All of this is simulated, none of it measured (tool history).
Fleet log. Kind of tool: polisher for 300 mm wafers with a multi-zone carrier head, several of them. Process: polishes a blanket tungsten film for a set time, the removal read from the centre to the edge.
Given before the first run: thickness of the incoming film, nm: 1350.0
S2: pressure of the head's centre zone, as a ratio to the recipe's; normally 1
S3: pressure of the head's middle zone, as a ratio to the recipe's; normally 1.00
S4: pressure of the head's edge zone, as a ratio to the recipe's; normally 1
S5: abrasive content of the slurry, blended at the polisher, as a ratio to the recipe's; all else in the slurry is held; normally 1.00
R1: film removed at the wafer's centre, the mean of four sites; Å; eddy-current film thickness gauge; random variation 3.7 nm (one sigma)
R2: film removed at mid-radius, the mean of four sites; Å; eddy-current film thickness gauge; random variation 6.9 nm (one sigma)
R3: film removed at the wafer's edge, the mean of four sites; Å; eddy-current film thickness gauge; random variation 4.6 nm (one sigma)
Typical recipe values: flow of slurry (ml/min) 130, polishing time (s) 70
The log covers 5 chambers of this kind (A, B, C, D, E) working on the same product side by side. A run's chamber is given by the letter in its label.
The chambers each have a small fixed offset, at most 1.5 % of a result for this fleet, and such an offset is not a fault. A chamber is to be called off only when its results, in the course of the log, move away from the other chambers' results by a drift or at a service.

{"hour": 8.4, "done": "chamber C: slurry nozzle cleaned"}
{"run": "1B", "hour": 9.8, "flow of slurry (ml/min)": 130, "S2": 1, "S3": 1.0, "S4": 1, "S5": 1.0, "polishing time (s)": 70, "R1": 5056.1, "R2": 4880.8, "R3": 5085.4}
{"hour": 16.4, "done": "chamber C: worn pad replaced by a new one"}
{"run": "2C", "hour": 19.6, "flow of slurry (ml/min)": 130, "S2": 1, "S3": 1.0, "S4": 1, "S5": 1.0, "polishing time (s)": 70, "R1": 5031.5, "R2": 5001.8, "R3": 5043.0}
{"hour": 21.0, "done": "chamber C: centre zone pressure recalibrated"}
{"run": "3A", "hour": 26.3, "flow of slurry (ml/min)": 130, "S2": 1, "S3": 1.0, "S4": 1, "S5": 1.0, "polishing time (s)": 70, "R1": 5034.7, "R2": 5042.7, "R3": 5016.3}
{"hour": 32.7, "done": "chamber A: edge zone pressure recalibrated"}
{"run": "4D", "hour": 33.1, "flow of slurry (ml/min)": 130, "S2": 1, "S3": 1.0, "S4": 1, "S5": 1.0, "polishing time (s)": 70, "R1": 4968.4, "R2": 4989.2, "R3": 4880.9}
{"run": "5E", "hour": 42.7, "flow of slurry (ml/min)": 130, "S2": 1, "S3": 1.0, "S4": 1, "S5": 1.0, "polishing time (s)": 70, "R1": 4990.9, "R2": 5030.8, "R3": 5036.0}
{"hour": 47.8, "done": "chamber D: worn pad replaced by a new one"}
{"hour": 50.7, "done": "chamber B: worn pad replaced by a new one"}
{"run": "6C", "hour": 51.4, "flow of slurry (ml/min)": 130, "S2": 1, "S3": 1.0, "S4": 1, "S5": 1.0, "polishing time (s)": 70, "R1": 4963.0, "R2": 4865.1, "R3": 5010.8}
{"hour": 55.8, "done": "chamber D: centre zone pressure recalibrated"}
{"run": "7A", "hour": 58.6, "flow of slurry (ml/min)": 130, "S2": 1, "S3": 1.0, "S4": 1, "S5": 1.0, "polishing time (s)": 70, "R1": 5003.8, "R2": 4984.5, "R3": 5021.6}
{"hour": 60.8, "done": "chamber A: worn pad replaced by a new one"}
{"run": "8E", "hour": 66.9, "flow of slurry (ml/min)": 130, "S2": 1, "S3": 1.0, "S4": 1, "S5": 1.0, "polishing time (s)": 70, "R1": 5011.8, "R2": 5039.8, "R3": 5015.5}
{"run": "9B", "hour": 75.6, "flow of slurry (ml/min)": 130, "S2": 1, "S3": 1.0, "S4": 1, "S5": 1.0, "polishing time (s)": 70, "R1": 5088.4, "R2": 5025.2, "R3": 5046.3}
{"hour": 84.7, "done": "chamber C: worn pad replaced by a new one"}
{"run": "10D", "hour": 86.8, "flow of slurry (ml/min)": 130, "S2": 1, "S3": 1.0, "S4": 1, "S5": 1.0, "polishing time (s)": 70, "R1": 4945.5, "R2": 4933.7, "R3": 4953.4}
{"run": "11D", "hour": 95.4, "flow of slurry (ml/min)": 130, "S2": 1, "S3": 1.0, "S4": 1, "S5": 1.0, "polishing time (s)": 70, "R1": 4956.6, "R2": 5051.5, "R3": 5036.3}
{"run": "12C", "hour": 103.2, "flow of slurry (ml/min)": 130, "S2": 1, "S3": 1.0, "S4": 1, "S5": 1.0, "polishing time (s)": 70, "R1": 5007.8, "R2": 4962.4, "R3": 4976.9}
{"hour": 110.9, "done": "chamber E: worn pad replaced by a new one"}
{"run": "13A", "hour": 114.3, "flow of slurry (ml/min)": 130, "S2": 1, "S3": 1.0, "S4": 1, "S5": 1.0, "polishing time (s)": 70, "R1": 5011.0, "R2": 5043.9, "R3": 5004.9}
{"hour": 121.0, "done": "chamber E: slurry nozzle cleaned"}
{"run": "14B", "hour": 125.0, "flow of slurry (ml/min)": 130, "S2": 1, "S3": 1.0, "S4": 1, "S5": 1.0, "polishing time (s)": 70, "R1": 5031.9, "R2": 5115.4, "R3": 5034.1}
{"hour": 130.1, "done": "chamber B: worn pad replaced by a new one"}
{"run": "15E", "hour": 132.9, "flow of slurry (ml/min)": 130, "S2": 1, "S3": 1.0, "S4": 1, "S5": 1.0, "polishing time (s)": 70, "R1": 4953.0, "R2": 4931.6, "R3": 5013.8}
{"run": "16E", "hour": 138.4, "flow of slurry (ml/min)": 130, "S2": 1, "S3": 1.0, "S4": 1, "S5": 1.0, "polishing time (s)": 70, "R1": 5008.2, "R2": 4868.8, "R3": 5067.7}
{"hour": 139.5, "done": "chamber D: worn pad replaced by a new one"}
{"hour": 147.2, "done": "chamber A: worn pad replaced by a new one"}
{"run": "17D", "hour": 148.8, "flow of slurry (ml/min)": 130, "S2": 1, "S3": 1.0, "S4": 1, "S5": 1.0, "polishing time (s)": 70, "R1": 5001.3, "R2": 4906.2, "R3": 5000.5}
{"run": "18C", "hour": 156.2, "flow of slurry (ml/min)": 130, "S2": 1, "S3": 1.0, "S4": 1, "S5": 1.0, "polishing time (s)": 70, "R1": 4966.8, "R2": 5016.5, "R3": 5073.5}
{"hour": 158.5, "done": "chamber C: worn pad replaced by a new one"}
{"run": "19B", "hour": 163.2, "flow of slurry (ml/min)": 130, "S2": 1, "S3": 1.0, "S4": 1, "S5": 1.0, "polishing time (s)": 70, "R1": 5043.7, "R2": 5089.2, "R3": 4976.7}
{"run": "20A", "hour": 169.3, "flow of slurry (ml/min)": 130, "S2": 1, "S3": 1.0, "S4": 1, "S5": 1.0, "polishing time (s)": 70, "R1": 5054.5, "R2": 5046.2, "R3": 5016.1}
{"run": "21B", "hour": 177.1, "flow of slurry (ml/min)": 130, "S2": 1, "S3": 1.0, "S4": 1, "S5": 1.0, "polishing time (s)": 70, "R1": 5113.9, "R2": 5003.4, "R3": 4958.4}
{"run": "22E", "hour": 183.5, "flow of slurry (ml/min)": 130, "S2": 1, "S3": 1.0, "S4": 1, "S5": 0.85, "polishing time (s)": 91, "R1": 6238.5, "R2": 6232.5, "R3": 6335.2}
{"run": "23D", "hour": 193.4, "flow of slurry (ml/min)": 130, "S2": 1, "S3": 1.0, "S4": 1, "S5": 0.85, "polishing time (s)": 91, "R1": 6264.8, "R2": 6278.8, "R3": 6218.9}
{"hour": 199.0, "done": "chamber B: worn pad replaced by a new one"}
{"run": "24A", "hour": 201.6, "flow of slurry (ml/min)": 130, "S2": 1, "S3": 1.0, "S4": 1, "S5": 0.85, "polishing time (s)": 91, "R1": 6304.7, "R2": 6309.7, "R3": 6188.1}
{"run": "25C", "hour": 209.7, "flow of slurry (ml/min)": 130, "S2": 1, "S3": 1.0, "S4": 1, "S5": 0.85, "polishing time (s)": 91, "R1": 6211.0, "R2": 6023.3, "R3": 6284.0}
{"run": "26E", "hour": 217.4, "flow of slurry (ml/min)": 130, "S2": 1, "S3": 1.0, "S4": 1, "S5": 0.85, "polishing time (s)": 91, "R1": 6235.2, "R2": 6049.4, "R3": 6386.2}
{"hour": 221.2, "done": "chamber D: slurry nozzle cleaned"}
{"run": "27A", "hour": 225.5, "flow of slurry (ml/min)": 130, "S2": 1, "S3": 1.0, "S4": 1, "S5": 1.0, "polishing time (s)": 70, "R1": 5009.9, "R2": 4939.7, "R3": 4904.6}
{"hour": 227.7, "done": "chamber C: worn pad replaced by a new one"}
{"run": "28C", "hour": 232.6, "flow of slurry (ml/min)": 130, "S2": 1, "S3": 1.0, "S4": 1, "S5": 1.0, "polishing time (s)": 70, "R1": 4994.1, "R2": 5010.8, "R3": 5035.7}
{"hour": 237.4, "done": "chamber E: edge zone pressure recalibrated"}
{"run": "29D", "hour": 238.1, "flow of slurry (ml/min)": 130, "S2": 1, "S3": 1.0, "S4": 1, "S5": 1.0, "polishing time (s)": 70, "R1": 4969.5, "R2": 5020.2, "R3": 4961.6}
{"hour": 238.7, "done": "chamber E: worn pad replaced by a new one"}
{"hour": 241.8, "done": "chamber A: worn pad replaced by a new one"}
{"hour": 246.0, "done": "chamber D: worn pad replaced by a new one"}
{"run": "30B", "hour": 248.8, "flow of slurry (ml/min)": 130, "S2": 1, "S3": 0.91, "S4": 1, "S5": 1.0, "polishing time (s)": 58, "R1": 4190.7, "R2": 3785.6, "R3": 4112.2}
{"hour": 254.9, "done": "chamber A: centre zone pressure recalibrated"}
{"run": "31D", "hour": 255.6, "flow of slurry (ml/min)": 130, "S2": 1, "S3": 0.91, "S4": 1, "S5": 1.0, "polishing time (s)": 58, "R1": 4145.2, "R2": 3742.0, "R3": 4121.3}
{"run": "32C", "hour": 265.3, "flow of slurry (ml/min)": 130, "S2": 1, "S3": 0.91, "S4": 1, "S5": 1.0, "polishing time (s)": 58, "R1": 4098.4, "R2": 3648.7, "R3": 4152.4}
{"hour": 268.9, "done": "chamber B: worn pad replaced by a new one"}
{"run": "33B", "hour": 274.5, "flow of slurry (ml/min)": 130, "S2": 1, "S3": 0.91, "S4": 1, "S5": 1.0, "polishing time (s)": 58, "R1": 4231.2, "R2": 3785.0, "R3": 4131.9}
{"run": "34A", "hour": 282.1, "flow of slurry (ml/min)": 130, "S2": 1, "S3": 0.91, "S4": 1, "S5": 1.0, "polishing time (s)": 58, "R1": 4191.3, "R2": 3811.9, "R3": 4125.0}
{"hour": 283.0, "done": "chamber C: slurry nozzle cleaned"}
{"run": "35E", "hour": 291.8, "flow of slurry (ml/min)": 130, "S2": 1, "S3": 1.0, "S4": 1, "S5": 1.0, "polishing time (s)": 70, "R1": 4952.7, "R2": 4991.7, "R3": 5036.3}
{"hour": 298.2, "done": "chamber C: worn pad replaced by a new one"}
{"run": "36B", "hour": 299.1, "flow of slurry (ml/min)": 130, "S2": 1, "S3": 1.0, "S4": 1, "S5": 1.0, "polishing time (s)": 70, "R1": 5107.4, "R2": 4991.4, "R3": 4981.8}
{"run": "37D", "hour": 306.5, "flow of slurry (ml/min)": 110, "S2": 1, "S3": 1.0, "S4": 1, "S5": 1.0, "polishing time (s)": 70, "R1": 4749.0, "R2": 4760.2, "R3": 4811.6}
{"run": "38A", "hour": 316.0, "flow of slurry (ml/min)": 110, "S2": 1, "S3": 1.0, "S4": 1, "S5": 1.0, "polishing time (s)": 70, "R1": 4792.9, "R2": 4836.1, "R3": 4877.9}
{"run": "39C", "hour": 328.1, "flow of slurry (ml/min)": 110, "S2": 1, "S3": 1.0, "S4": 1, "S5": 1.0, "polishing time (s)": 70, "R1": 4819.6, "R2": 4698.0, "R3": 4824.7}
{"run": "40E", "hour": 334.5, "flow of slurry (ml/min)": 110, "S2": 1, "S3": 1.0, "S4": 1, "S5": 1.0, "polishing time (s)": 70, "R1": 4766.3, "R2": 4724.2, "R3": 4944.1}

For the next run the whole fleet of 5 chambers uses the same settings. Give each chamber's results:
{"run": "41A", "hour": 343.1, "flow of slurry (ml/min)": 130, "S2": 1, "S3": 1.0, "S4": 1, "S5": 0.75, "polishing time (s)": 70, "R1": "?", "R2": "?", "R3": "?"}
{"run": "41B", "hour": 343.1, "flow of slurry (ml/min)": 130, "S2": 1, "S3": 1.0, "S4": 1, "S5": 0.75, "polishing time (s)": 70, "R1": "?", "R2": "?", "R3": "?"}
{"run": "41C", "hour": 343.1, "flow of slurry (ml/min)": 130, "S2": 1, "S3": 1.0, "S4": 1, "S5": 0.75, "polishing time (s)": 70, "R1": "?", "R2": "?", "R3": "?"}
{"run": "41D", "hour": 343.1, "flow of slurry (ml/min)": 130, "S2": 1, "S3": 1.0, "S4": 1, "S5": 0.75, "polishing time (s)": 70, "R1": "?", "R2": "?", "R3": "?"}
{"run": "41E", "hour": 343.1, "flow of slurry (ml/min)": 130, "S2": 1, "S3": 1.0, "S4": 1, "S5": 0.75, "polishing time (s)": 70, "R1": "?", "R2": "?", "R3": "?"}

run=41A R1=4717.4 R2=4644.7 R3=4582.2
run=41B R1=4685.1 R2=4736.8 R3=4670.7
run=41C R1=4706.5 R2=4701.3 R3=4700.2
run=41D R1=4697.2 R2=4625.2 R3=4709.5
run=41E R1=4709.2 R2=4530.2 R3=4713.3
